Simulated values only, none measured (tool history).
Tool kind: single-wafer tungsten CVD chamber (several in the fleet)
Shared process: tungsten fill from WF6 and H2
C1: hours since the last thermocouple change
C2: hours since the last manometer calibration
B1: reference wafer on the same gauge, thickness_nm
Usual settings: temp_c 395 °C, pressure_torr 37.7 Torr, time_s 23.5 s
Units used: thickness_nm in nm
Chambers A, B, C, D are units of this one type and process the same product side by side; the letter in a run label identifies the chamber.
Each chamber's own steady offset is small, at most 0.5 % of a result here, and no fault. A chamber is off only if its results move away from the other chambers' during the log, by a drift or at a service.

Run 1A, day 0.35: usual settings; C1 845; C2 1742.3; B1 70.319. Result: thickness_nm 69.688 nm.
Run 2B, day 0.567: usual settings; C1 171.2; C2 1009.4; B1 70.297. Result: thickness_nm 69.18 nm.
Run 3C, day 0.746: usual settings; C1 2334.9; C2 471.9; B1 70.323. Result: thickness_nm 69.286 nm.
Run 4D, day 0.996: usual settings; C1 338.9; C2 620.5; B1 70.243. Result: thickness_nm 68.916 nm.
Run 5B, day 1.325: usual settings; C1 189.4; C2 1027.6; B1 70.345. Result: thickness_nm 68.855 nm.
Run 6A, day 1.612: usual settings; C1 875.3; C2 1772.6; B1 70.2. Result: thickness_nm 69.504 nm.
Run 7D, day 1.883: usual settings; C1 360.2; C2 641.8; B1 70.303. Result: thickness_nm 68.945 nm.
Run 8C, day 2.25: usual settings but pressure_torr 28.6 Torr, time_s 21 s; C1 2371; C2 508; B1 70.323. Result: thickness_nm 54.562 nm.
At day 2.412: chamber C: thermocouple changed; heater temperature recalibrated.
Run 9D, day 2.504: usual settings but pressure_torr 28.6 Torr, time_s 21 s; C1 375.1; C2 656.7; B1 70.257. Result: thickness_nm 54.163 nm.
Run 10A, day 2.758: usual settings but pressure_torr 28.6 Torr, time_s 21 s; C1 902.8; C2 1800.1; B1 70.319. Result: thickness_nm 54.515 nm.
Run 11C, day 3.146: usual settings but pressure_torr 28.6 Torr, time_s 21 s; C1 17.6; C2 529.5; B1 70.336. Result: thickness_nm 52.506 nm.
Run 12B, day 3.483: usual settings; C1 241.2; C2 1079.4; B1 70.33. Result: thickness_nm 68.654 nm.
Run 13C, day 3.825: usual settings; C1 33.9; C2 545.8; B1 70.308. Result: thickness_nm 66.482 nm.
Run 14B, day 4.108: usual settings; C1 256.2; C2 1094.4; B1 70.288. Result: thickness_nm 68.569 nm.
Run 15A, day 4.296: usual settings but temp_c 409 °C, time_s 19.7 s; C1 939.7; C2 1837; B1 70.322. Result: thickness_nm 74.405 nm.
Run 16D, day 4.596: usual settings but temp_c 409 °C, time_s 19.7 s; C1 425.3; C2 706.9; B1 70.296. Result: thickness_nm 75.012 nm.
Run 17C, day 4.854: usual settings but temp_c 409 °C, time_s 19.7 s; C1 58.6; C2 570.5; B1 70.317. Result: thickness_nm 72.248 nm.
Run 18B, day 5.204: usual settings but temp_c 409 °C, time_s 19.7 s; C1 282.5; C2 1120.7; B1 70.308. Result: thickness_nm 74.231 nm.
Run 19A, day 5.45: usual settings; C1 967.4; C2 1864.7; B1 70.376. Result: thickness_nm 69.614 nm.
Run 20D, day 5.754: usual settings; C1 453.1; C2 734.7; B1 70.283. Result: thickness_nm 69.472 nm.
Run 21D, day 6.054: usual settings; C1 460.3; C2 741.9; B1 70.332. Result: thickness_nm 69.411 nm.
Run 22A, day 6.296: usual settings; C1 987.7; C2 1885; B1 70.312. Result: thickness_nm 69.745 nm.
Run 23C, day 6.542: usual settings; C1 99.1; C2 611; B1 70.271. Result: thickness_nm 66.936 nm.
Run 24B, day 6.8: usual settings; C1 320.8; C2 1159; B1 70.288. Result: thickness_nm 69.063 nm.

Has any chamber moved away from the others, gradually or after a service, or does the common gauge drift, or do the chambers differ only by their own small steady offsets? State the chamber and the most likely cause if one applies.

The work done on chamber C during a service left it standing apart from the others.
Likeliest cause: wafer temperature below the value expected at the setpoint (K) = 1.97.

Below are 4 candidate recipes for chamber C's next run, each the usual settings with a change, their results shown as question marks. Which of them brings C's results back in line with what the other chambers give on the usual settings?
In-line tolerance around the mean of the other chambers on the usual settings: thickness_nm 0.78 nm
Run 25C-1, day 7.088: usual settings but pressure_torr 31.8 Torr. Result: thickness_nm ?.
Run 25C-2, day 7.088: usual settings but temp_c 394 °C, pressure_torr 37.4 Torr, time_s 23.2 s. Result: thickness_nm ?.
Run 25C-3, day 7.088: usual settings but temp_c 399 °C. Result: thickness_nm ?.
Run 25C-4, day 7.088: usual settings but temp_c 396 °C, pressure_torr 38 Torr, time_s 23.8 s. Result: thickness_nm ?.

On the usual settings, the other chambers give on average: thickness_nm 69.218 nm
  run  thickness_nm
25C-1          61.6
25C-2        64.286
25C-3        71.829
25C-4        69.006
Change 25C-4 lands the chamber within the allowed miss of the other chambers.
